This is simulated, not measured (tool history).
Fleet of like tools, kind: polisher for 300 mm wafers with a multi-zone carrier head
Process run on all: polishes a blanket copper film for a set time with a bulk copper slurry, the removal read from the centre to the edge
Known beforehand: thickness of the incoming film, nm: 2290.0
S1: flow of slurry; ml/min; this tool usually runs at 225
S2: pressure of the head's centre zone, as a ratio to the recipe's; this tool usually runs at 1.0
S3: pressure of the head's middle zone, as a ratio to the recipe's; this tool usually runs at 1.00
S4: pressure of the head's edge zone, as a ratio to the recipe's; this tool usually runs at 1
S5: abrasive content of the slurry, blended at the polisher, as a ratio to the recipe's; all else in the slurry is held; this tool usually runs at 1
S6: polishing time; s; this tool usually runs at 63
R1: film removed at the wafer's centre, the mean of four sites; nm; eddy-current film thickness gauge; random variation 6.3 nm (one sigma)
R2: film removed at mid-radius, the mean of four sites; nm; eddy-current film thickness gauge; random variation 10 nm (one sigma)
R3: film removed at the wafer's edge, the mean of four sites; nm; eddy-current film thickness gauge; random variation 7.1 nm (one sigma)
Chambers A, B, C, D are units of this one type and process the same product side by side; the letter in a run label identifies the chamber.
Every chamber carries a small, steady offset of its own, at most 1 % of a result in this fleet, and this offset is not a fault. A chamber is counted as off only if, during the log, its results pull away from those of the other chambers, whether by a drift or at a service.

run	hour	S1	S2	S3	S4	S5	S6	R1	R2	R3
# hour 2.5: chamber A: centre zone pressure recalibrated
1C	4.3	225	1.0	1.00	1	1	63	711.60	706.86	701.18
# hour 7.8: chamber C: worn pad replaced by a new one
2B	9.0	225	1.0	1.00	1	1	63	720.28	725.45	697.48
# hour 12.1: chamber D: worn pad replaced by a new one
3D	13.1	225	1.0	1.00	1	1	63	714.60	724.64	716.45
4A	16.9	225	1.0	1.00	1	1	63	722.96	701.58	726.01
# hour 20.0: chamber A: edge zone pressure recalibrated
5A	22.9	225	1.0	1.00	1	1	63	711.54	720.16	703.23
6D	26.7	225	1.0	1.00	1	1	63	711.72	715.54	712.29
7C	32.0	225	1.0	1.00	1	1	63	713.62	720.25	709.84
8B	38.2	225	1.0	1.00	1	1	63	707.08	714.66	713.26
9B	41.4	225	1.0	1.00	1	1	73	826.16	815.74	821.76
# hour 47.5: chamber B: slurry nozzle cleaned
10D	47.6	225	1.0	1.00	1	1	73	829.68	826.83	816.67
11A	50.9	225	1.0	1.00	1	1	73	822.31	829.74	811.68
12C	54.9	225	1.0	1.00	1	1	73	833.93	837.60	823.13
13B	57.9	225	1.0	1.00	1	1	63	711.11	706.34	709.72
14D	62.0	225	1.0	1.00	1	1	63	704.34	716.21	717.77
# hour 65.3: chamber B: worn pad replaced by a new one
15A	65.8	225	1.1	1.00	1	1	63	788.69	723.29	726.63
# hour 68.5: chamber A: worn pad replaced by a new one
16C	71.9	225	1.1	1.00	1	1	63	798.57	698.53	703.86
17A	77.7	225	1.1	1.00	1	1	63	796.33	707.88	707.24
18B	82.0	225	1.1	1.00	1	1	63	792.04	720.92	691.48
19D	85.2	225	1.0	1.00	1	1	63	708.76	724.27	696.61
20C	91.3	225	1.0	1.00	1	1	63	711.71	705.11	716.12
21C	95.2	225	1.0	1.00	1	1	63	723.03	721.28	720.66
# hour 96.0: chamber C: worn pad replaced by a new one
# hour 99.2: chamber D: worn pad replaced by a new one
22D	100.0	225	1.0	1.00	1	1	63	722.97	723.85	712.91
23A	103.1	225	1.0	1.00	1	1	63	723.82	703.13	720.37
24B	106.4	225	1.0	1.00	1	1	63	715.50	713.12	710.21
25C	109.7	225	1.0	1.00	1	1	63	725.94	715.08	703.22
26A	112.6	225	1.0	1.00	1	1	63	712.97	694.99	730.71
27B	117.9	225	1.0	0.96	1	1	63	714.62	684.10	717.37
# hour 121.7: chamber B: worn pad replaced by a new one
28D	124.0	225	1.0	0.96	1	1	63	708.11	683.79	718.34
29D	129.0	225	1.0	0.96	1	1	63	713.52	693.07	702.05
# hour 131.0: chamber A: worn pad replaced by a new one
30C	134.2	225	1.0	0.96	1	1	63	712.91	683.76	704.12
31A	139.2	225	1.0	1.00	1	1	63	706.60	705.32	712.01
32B	142.3	225	1.0	1.00	1	1	63	720.15	706.67	710.68
33A	147.9	225	1.0	1.00	1	1	63	710.51	706.18	719.14
34D	151.8	225	1.0	1.00	1	1	63	711.43	724.07	714.41
35B	157.1	225	1.0	1.00	1	1	63	719.20	728.82	709.41
36C	160.2	225	1.0	1.00	1	1	63	708.40	727.66	721.60
37B	163.7	225	1.0	1.00	1	1	63	708.78	720.53	716.27
# hour 165.3: chamber C: centre zone pressure recalibrated
38C	166.7	225	1.0	1.00	1	1	63	712.95	705.25	694.67
39A	171.3	225	1.0	1.00	1	1	63	710.45	702.71	705.04
40D	174.0	225	1.0	1.00	1	1	63	706.87	721.99	703.49
41B	177.9	225	1.0	1.00	1	1	63	714.68	706.36	707.29
42C	181.7	225	1.0	1.00	1	1	63	719.71	716.99	722.28

Has any chamber moved away from the others, gradually or after a service, or does the common gauge drift, or do the chambers differ only by their own small steady offsets? State the chamber and the most likely cause if one applies.

All chambers stay in line apart from their small fixed offsets, and the gauge does not drift.

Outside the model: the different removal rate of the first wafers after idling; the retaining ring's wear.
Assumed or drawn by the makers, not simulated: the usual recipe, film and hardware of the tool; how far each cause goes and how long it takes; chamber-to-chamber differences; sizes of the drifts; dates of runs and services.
